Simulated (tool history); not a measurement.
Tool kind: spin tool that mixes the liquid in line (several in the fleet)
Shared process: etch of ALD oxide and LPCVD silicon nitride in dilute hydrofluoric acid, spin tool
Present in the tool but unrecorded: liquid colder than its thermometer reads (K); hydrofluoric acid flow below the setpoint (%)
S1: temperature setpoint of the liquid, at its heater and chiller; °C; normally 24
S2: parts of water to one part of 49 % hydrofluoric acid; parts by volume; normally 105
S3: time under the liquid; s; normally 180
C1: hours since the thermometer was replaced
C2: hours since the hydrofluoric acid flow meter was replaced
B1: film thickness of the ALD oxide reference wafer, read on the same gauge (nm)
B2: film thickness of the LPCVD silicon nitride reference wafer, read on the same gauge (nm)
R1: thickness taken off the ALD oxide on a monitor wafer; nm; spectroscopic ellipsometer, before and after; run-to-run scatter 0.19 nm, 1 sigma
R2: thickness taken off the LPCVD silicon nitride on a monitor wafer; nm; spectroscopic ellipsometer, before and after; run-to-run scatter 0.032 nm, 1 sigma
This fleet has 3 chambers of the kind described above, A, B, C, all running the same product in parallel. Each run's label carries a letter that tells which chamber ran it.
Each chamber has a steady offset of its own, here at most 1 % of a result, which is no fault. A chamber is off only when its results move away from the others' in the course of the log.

{"hour": 1.6, "done": "chamber A: hydrofluoric acid flow meter replaced"}
{"run": "1B", "hour": 4.8, "S1": 24, "S2": 105, "S3": 180, "C1": 1445.7, "C2": 291.2, "B1": 79.966, "B2": 139.99, "R1": 33.322, "R2": 0.93576}
{"run": "2C", "hour": 8.1, "S1": 24, "S2": 105, "S3": 180, "C1": 1664.5, "C2": 440.1, "B1": 80.032, "B2": 140.01, "R1": 33.807, "R2": 0.90594}
{"run": "3A", "hour": 12.5, "S1": 24, "S2": 105, "S3": 180, "C1": 821.4, "C2": 11, "B1": 79.979, "B2": 140, "R1": 33.564, "R2": 0.90796}
{"run": "4B", "hour": 15.7, "S1": 24, "S2": 105, "S3": 180, "C1": 1456.6, "C2": 302.1, "B1": 80.003, "B2": 140.03, "R1": 33.561, "R2": 0.90887}
{"run": "5C", "hour": 18.2, "S1": 24, "S2": 105, "S3": 180, "C1": 1674.6, "C2": 450.2, "B1": 80.016, "B2": 140, "R1": 33.695, "R2": 0.90213}
{"run": "6A", "hour": 21.0, "S1": 24, "S2": 105, "S3": 180, "C1": 829.9, "C2": 19.5, "B1": 79.999, "B2": 140.01, "R1": 33.395, "R2": 0.86558}
{"run": "7C", "hour": 24.3, "S1": 24, "S2": 105, "S3": 180, "C1": 1680.7, "C2": 456.3, "B1": 80.055, "B2": 139.98, "R1": 33.714, "R2": 0.87287}
{"run": "8A", "hour": 26.7, "S1": 24, "S2": 105, "S3": 180, "C1": 835.6, "C2": 25.2, "B1": 79.96, "B2": 140, "R1": 33.292, "R2": 0.92284}
{"run": "9B", "hour": 29.6, "S1": 24, "S2": 150, "S3": 180, "C1": 1470.5, "C2": 316, "B1": 79.962, "B2": 139.97, "R1": 22.334, "R2": 0.64139}
{"run": "10A", "hour": 34.0, "S1": 24, "S2": 150, "S3": 180, "C1": 842.9, "C2": 32.5, "B1": 79.986, "B2": 140.03, "R1": 22.158, "R2": 0.60408}
{"run": "11C", "hour": 37.5, "S1": 24, "S2": 150, "S3": 180, "C1": 1693.9, "C2": 469.5, "B1": 80, "B2": 140.02, "R1": 22.103, "R2": 0.64789}
{"run": "12B", "hour": 40.5, "S1": 24, "S2": 105, "S3": 180, "C1": 1481.4, "C2": 326.9, "B1": 79.981, "B2": 139.99, "R1": 33.516, "R2": 0.91486}
{"run": "13A", "hour": 44.7, "S1": 24, "S2": 105, "S3": 180, "C1": 853.6, "C2": 43.2, "B1": 80.036, "B2": 139.98, "R1": 33.575, "R2": 0.88683}
{"run": "14B", "hour": 47.4, "S1": 24, "S2": 105, "S3": 180, "C1": 1488.3, "C2": 333.8, "B1": 80, "B2": 140.01, "R1": 33.575, "R2": 0.9295}
{"run": "15C", "hour": 50.0, "S1": 24, "S2": 105, "S3": 180, "C1": 1706.4, "C2": 482, "B1": 80.006, "B2": 139.97, "R1": 32.817, "R2": 0.88282}
{"run": "16B", "hour": 54.2, "S1": 20, "S2": 105, "S3": 75, "C1": 1495.1, "C2": 340.6, "B1": 80.057, "B2": 139.98, "R1": 11.901, "R2": 0.29624}
{"run": "17A", "hour": 56.8, "S1": 20, "S2": 105, "S3": 75, "C1": 865.7, "C2": 55.3, "B1": 79.997, "B2": 140, "R1": 11.803, "R2": 0.28648}
{"run": "18C", "hour": 59.9, "S1": 20, "S2": 105, "S3": 75, "C1": 1716.3, "C2": 491.9, "B1": 80.016, "B2": 140, "R1": 11.467, "R2": 0.27792}
{"run": "19B", "hour": 64.8, "S1": 24, "S2": 105, "S3": 180, "C1": 1505.7, "C2": 351.2, "B1": 80.002, "B2": 140.01, "R1": 33.315, "R2": 0.90251}
{"run": "20C", "hour": 68.4, "S1": 24, "S2": 105, "S3": 180, "C1": 1724.8, "C2": 500.4, "B1": 79.974, "B2": 140, "R1": 32.714, "R2": 0.85448}
{"run": "21A", "hour": 72.3, "S1": 26.5, "S2": 105, "S3": 180, "C1": 881.2, "C2": 70.8, "B1": 80.026, "B2": 140, "R1": 36.669, "R2": 1.1043}
{"run": "22B", "hour": 75.1, "S1": 26.5, "S2": 105, "S3": 180, "C1": 1516, "C2": 361.5, "B1": 79.972, "B2": 140.02, "R1": 36.637, "R2": 1.0791}
{"run": "23C", "hour": 79.6, "S1": 26.5, "S2": 105, "S3": 180, "C1": 1736, "C2": 511.6, "B1": 79.984, "B2": 140.04, "R1": 35.301, "R2": 0.98125}
{"run": "24A", "hour": 84.8, "S1": 24, "S2": 105, "S3": 180, "C1": 893.7, "C2": 83.3, "B1": 79.959, "B2": 140.01, "R1": 33.587, "R2": 0.85419}
{"run": "25A", "hour": 89.1, "S1": 24, "S2": 105, "S3": 180, "C1": 898, "C2": 87.6, "B1": 79.991, "B2": 140, "R1": 33.543, "R2": 0.91292}

Is one chamber out of step, is the gauge drifting, or do the chambers differ by no more than their own small offsets? For an off chamber, give its letter and the likeliest cause.

Chamber C drifts away from the others.
Cause: hydrofluoric acid flow below the setpoint (%) = 4.94.

Below are 4 candidate recipes for chamber C's next run, each the usual settings with a change, their results shown as question marks. Which of them brings C's results back in line with what the other chambers give on the usual settings?
A result is in line if it is within this distance of the other chambers' mean on the usual settings: R1 0.68 nm; R2 0.11 nm
{"run": "26C-1", "hour": 92.9, "S1": 24.5, "S2": 105, "S3": 185, "R1": "?", "R2": "?"}
{"run": "26C-2", "hour": 92.9, "S1": 23.5, "S2": 105, "S3": 175, "R1": "?", "R2": "?"}
{"run": "26C-3", "hour": 92.9, "S1": 24.5, "S2": 105, "S3": 180, "R1": "?", "R2": "?"}
{"run": "26C-4", "hour": 92.9, "S1": 23.5, "S2": 105, "S3": 180, "R1": "?", "R2": "?"}

Mean of the other chambers on the usual settings: R1 33.367 nm; R2 0.89944 nm
run=26C-1 R1=33.237 R2=0.90196
run=26C-2 R1=30.239 R2=0.79951
run=26C-3 R1=32.339 R2=0.87758
run=26C-4 R1=31.103 R2=0.82235
Change 26C-1 lands the chamber within the allowed miss of the other chambers.
